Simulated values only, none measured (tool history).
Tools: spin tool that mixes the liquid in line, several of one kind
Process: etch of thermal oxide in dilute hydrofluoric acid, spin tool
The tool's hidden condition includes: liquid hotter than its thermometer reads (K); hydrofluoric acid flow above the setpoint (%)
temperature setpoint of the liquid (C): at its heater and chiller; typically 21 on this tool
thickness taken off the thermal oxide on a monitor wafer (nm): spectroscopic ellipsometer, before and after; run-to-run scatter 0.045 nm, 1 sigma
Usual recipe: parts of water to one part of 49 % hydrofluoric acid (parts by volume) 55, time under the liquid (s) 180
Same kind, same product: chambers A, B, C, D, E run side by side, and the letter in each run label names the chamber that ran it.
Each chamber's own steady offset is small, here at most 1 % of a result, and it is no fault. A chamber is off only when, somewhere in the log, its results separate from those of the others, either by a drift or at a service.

| run | day | temperature setpoint of the liquid (C) | parts of water to one part of 49 % hydrofluoric acid (parts by volume) | time under the liquid (s) | hours since the thermometer was replaced | hours since the hydrofluoric acid flow meter was replaced | read-back film thickness of the thermal oxide reference wafer, read on the same gauge (nm) | thickness taken off the thermal oxide on a monitor wafer (nm) |
|---|---|---|---|---|---|---|---|---|
| 1B | 0.162 | 21 | 55 | 180 | 2365.8 | 517 | 140 | 14.571 |
| 2E | 0.317 | 21 | 55 | 180 | 2175.3 | 148.8 | 139.99 | 14.75 |
| 3A | 0.454 | 21 | 55 | 180 | 622.4 | 242.3 | 140.02 | 14.687 |
| 4D | 0.683 | 21 | 55 | 180 | 89.1 | 1372.3 | 139.99 | 14.669 |
| 5C | 0.892 | 21 | 55 | 180 | 833 | 1714.9 | 140.02 | 14.683 |
| 6A | 1.025 | 21 | 55 | 180 | 636.1 | 256 | 140.02 | 14.72 |
|  | 1.054 | chamber B: hydrofluoric acid flow meter replaced |
| 7D | 1.217 | 21 | 55 | 180 | 101.9 | 1385.1 | 140 | 14.695 |
| 8E | 1.333 | 21 | 55 | 235 | 2199.7 | 173.2 | 139.95 | 19.301 |
| 9C | 1.508 | 21 | 55 | 235 | 847.8 | 1729.7 | 140 | 19.182 |
| 10B | 1.638 | 21 | 55 | 235 | 2401.2 | 14 | 140.02 | 18.963 |
| 11A | 1.846 | 21 | 55 | 235 | 655.8 | 275.7 | 139.99 | 19.172 |
| 12E | 2.096 | 21 | 55 | 235 | 2218 | 191.5 | 140 | 19.259 |
| 13C | 2.342 | 21 | 55 | 180 | 867.8 | 1749.7 | 139.98 | 14.718 |
| 14D | 2.567 | 21 | 75 | 180 | 134.3 | 1417.5 | 139.96 | 10.542 |
| 15B | 2.808 | 21 | 75 | 180 | 2429.3 | 42.1 | 140.02 | 10.392 |
| 16B | 2.933 | 21 | 75 | 180 | 2432.3 | 45.1 | 139.99 | 10.419 |
| 17D | 3.129 | 21 | 75 | 180 | 147.8 | 1431 | 139.98 | 10.5 |
| 18A | 3.379 | 21 | 75 | 180 | 692.6 | 312.5 | 139.98 | 10.504 |
| 19C | 3.6 | 21 | 55 | 180 | 898 | 1779.9 | 140 | 14.614 |
| 20E | 3.738 | 21 | 55 | 180 | 2257.4 | 230.9 | 140 | 14.707 |
| 21E | 3.992 | 21 | 55 | 180 | 2263.5 | 237 | 139.98 | 14.738 |
| 22A | 4.225 | 21 | 55 | 180 | 712.9 | 332.8 | 139.98 | 14.741 |
| 23C | 4.483 | 21 | 55 | 180 | 919.2 | 1801.1 | 140.01 | 14.66 |
|  | 4.558 | chamber D: hydrofluoric acid flow meter replaced |
| 24B | 4.733 | 21 | 55 | 180 | 2475.5 | 88.3 | 140 | 14.457 |
| 25D | 4.921 | 21 | 55 | 180 | 190.8 | 8.7 | 140.03 | 14.536 |
| 26A | 5.117 | 21 | 55 | 180 | 734.3 | 354.2 | 140.01 | 14.671 |
| 27B | 5.317 | 21 | 55 | 180 | 2489.5 | 102.3 | 140.01 | 14.653 |
| 28D | 5.492 | 21 | 55 | 180 | 204.5 | 22.4 | 140 | 14.688 |
| 29C | 5.692 | 21 | 55 | 180 | 948.2 | 1830.1 | 140 | 14.662 |
| 30E | 5.879 | 21 | 70 | 180 | 2308.8 | 282.3 | 139.97 | 11.438 |
| 31B | 6.138 | 21 | 70 | 180 | 2509.2 | 122 | 139.96 | 11.204 |
| 32A | 6.262 | 21 | 70 | 180 | 761.8 | 381.7 | 139.97 | 11.303 |
| 33C | 6.529 | 21 | 70 | 180 | 968.3 | 1850.2 | 140.02 | 11.262 |
| 34E | 6.688 | 21 | 70 | 180 | 2328.2 | 301.7 | 140.01 | 11.498 |
| 35D | 6.829 | 21 | 55 | 180 | 236.6 | 54.5 | 139.96 | 14.503 |
|  | 7.008 | chamber A: thermometer replaced |
| 36A | 7.046 | 21 | 55 | 180 | 0.9 | 400.5 | 140.01 | 14.769 |

For the next run the whole fleet of 5 chambers uses the same settings. Give each chamber's results:
| 37A | 7.242 | 21 | 55 | 180 |  |  |  | ? |
| 37B | 7.242 | 21 | 55 | 180 |  |  |  | ? |
| 37C | 7.242 | 21 | 55 | 180 |  |  |  | ? |
| 37D | 7.242 | 21 | 55 | 180 |  |  |  | ? |
| 37E | 7.242 | 21 | 55 | 180 |  |  |  | ? |

| run | thickness taken off the thermal oxide on a monitor wafer (nm) |
|---|---|
| 37A | 14.767 |
| 37B | 14.517 |
| 37C | 14.796 |
| 37D | 14.594 |
| 37E | 14.726 |
